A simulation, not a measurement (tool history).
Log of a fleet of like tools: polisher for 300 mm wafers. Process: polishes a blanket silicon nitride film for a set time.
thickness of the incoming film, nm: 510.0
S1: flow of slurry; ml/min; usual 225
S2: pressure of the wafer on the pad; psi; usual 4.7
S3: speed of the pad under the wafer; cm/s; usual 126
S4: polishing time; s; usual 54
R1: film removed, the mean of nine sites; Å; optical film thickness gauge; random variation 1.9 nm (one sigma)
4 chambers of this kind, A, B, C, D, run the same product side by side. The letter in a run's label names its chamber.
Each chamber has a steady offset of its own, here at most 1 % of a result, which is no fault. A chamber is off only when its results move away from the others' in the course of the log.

{"run": "1D", "hour": 5.5, "S1": 225, "S2": 4.7, "S3": 126, "S4": 54, "R1": 1280.9}
{"run": "2C", "hour": 11.1, "S1": 225, "S2": 4.7, "S3": 126, "S4": 54, "R1": 1321.8}
{"hour": 16.7, "done": "chamber D: worn pad replaced by a new one"}
{"run": "3B", "hour": 17.7, "S1": 225, "S2": 4.7, "S3": 126, "S4": 54, "R1": 1402.6}
{"hour": 22.1, "done": "chamber B: worn pad replaced by a new one"}
{"run": "4A", "hour": 22.4, "S1": 225, "S2": 4.7, "S3": 126, "S4": 54, "R1": 1320.5}
{"run": "5A", "hour": 26.1, "S1": 225, "S2": 4.7, "S3": 126, "S4": 54, "R1": 1306.6}
{"run": "6C", "hour": 32.1, "S1": 225, "S2": 4.7, "S3": 126, "S4": 54, "R1": 1311.2}
{"run": "7D", "hour": 37.5, "S1": 225, "S2": 4.7, "S3": 126, "S4": 54, "R1": 1340.7}
{"run": "8B", "hour": 43.1, "S1": 225, "S2": 4.7, "S3": 126, "S4": 54, "R1": 1394.3}
{"hour": 48.4, "done": "chamber A: worn pad replaced by a new one"}
{"hour": 49.8, "done": "chamber C: slurry nozzle cleaned"}
{"run": "9A", "hour": 50.2, "S1": 225, "S2": 4.7, "S3": 126, "S4": 54, "R1": 1357.8}
{"run": "10B", "hour": 54.1, "S1": 225, "S2": 4.7, "S3": 126, "S4": 54, "R1": 1395.0}
{"run": "11D", "hour": 58.2, "S1": 265, "S2": 4.7, "S3": 126, "S4": 61, "R1": 1538.6}
{"run": "12C", "hour": 62.4, "S1": 265, "S2": 4.7, "S3": 126, "S4": 61, "R1": 1500.3}
{"run": "13C", "hour": 66.8, "S1": 265, "S2": 4.7, "S3": 126, "S4": 61, "R1": 1518.6}
{"run": "14B", "hour": 70.7, "S1": 265, "S2": 4.7, "S3": 126, "S4": 61, "R1": 1611.5}
{"run": "15A", "hour": 75.2, "S1": 195, "S2": 3.1, "S3": 126, "S4": 54, "R1": 865.15}
{"hour": 79.1, "done": "chamber C: worn pad replaced by a new one"}
{"run": "16D", "hour": 79.8, "S1": 195, "S2": 3.1, "S3": 126, "S4": 54, "R1": 889.3}
{"run": "17D", "hour": 85.1, "S1": 195, "S2": 3.1, "S3": 126, "S4": 54, "R1": 869.6}
{"hour": 87.1, "done": "chamber D: worn pad replaced by a new one"}
{"run": "18C", "hour": 92.7, "S1": 195, "S2": 3.1, "S3": 126, "S4": 54, "R1": 840.3}
{"hour": 93.3, "done": "chamber B: worn pad replaced by a new one"}
{"run": "19A", "hour": 96.9, "S1": 225, "S2": 5.5, "S3": 126, "S4": 54, "R1": 1574.6}
{"run": "20B", "hour": 100.6, "S1": 225, "S2": 5.5, "S3": 126, "S4": 54, "R1": 1659.2}
{"run": "21B", "hour": 108.3, "S1": 225, "S2": 5.5, "S3": 126, "S4": 54, "R1": 1673.5}
{"run": "22D", "hour": 113.0, "S1": 225, "S2": 5.5, "S3": 126, "S4": 54, "R1": 1531.9}
{"run": "23A", "hour": 120.0, "S1": 225, "S2": 4.7, "S3": 126, "S4": 54, "R1": 1313.5}
{"run": "24C", "hour": 126.5, "S1": 225, "S2": 4.7, "S3": 126, "S4": 54, "R1": 1331.8}
{"run": "25B", "hour": 132.6, "S1": 270, "S2": 4.7, "S3": 98, "S4": 54, "R1": 1219.0}

Next, every chamber runs the same settings. What will each give?
{"run": "26A", "hour": 138.3, "S1": 225, "S2": 4.7, "S3": 110, "S4": 54, "R1": "?"}
{"run": "26B", "hour": 138.3, "S1": 225, "S2": 4.7, "S3": 110, "S4": 54, "R1": "?"}
{"run": "26C", "hour": 138.3, "S1": 225, "S2": 4.7, "S3": 110, "S4": 54, "R1": "?"}
{"run": "26D", "hour": 138.3, "S1": 225, "S2": 4.7, "S3": 110, "S4": 54, "R1": "?"}

run=26A R1=1191.00
run=26B R1=1286.90
run=26C R1=1189.70
run=26D R1=1199.80
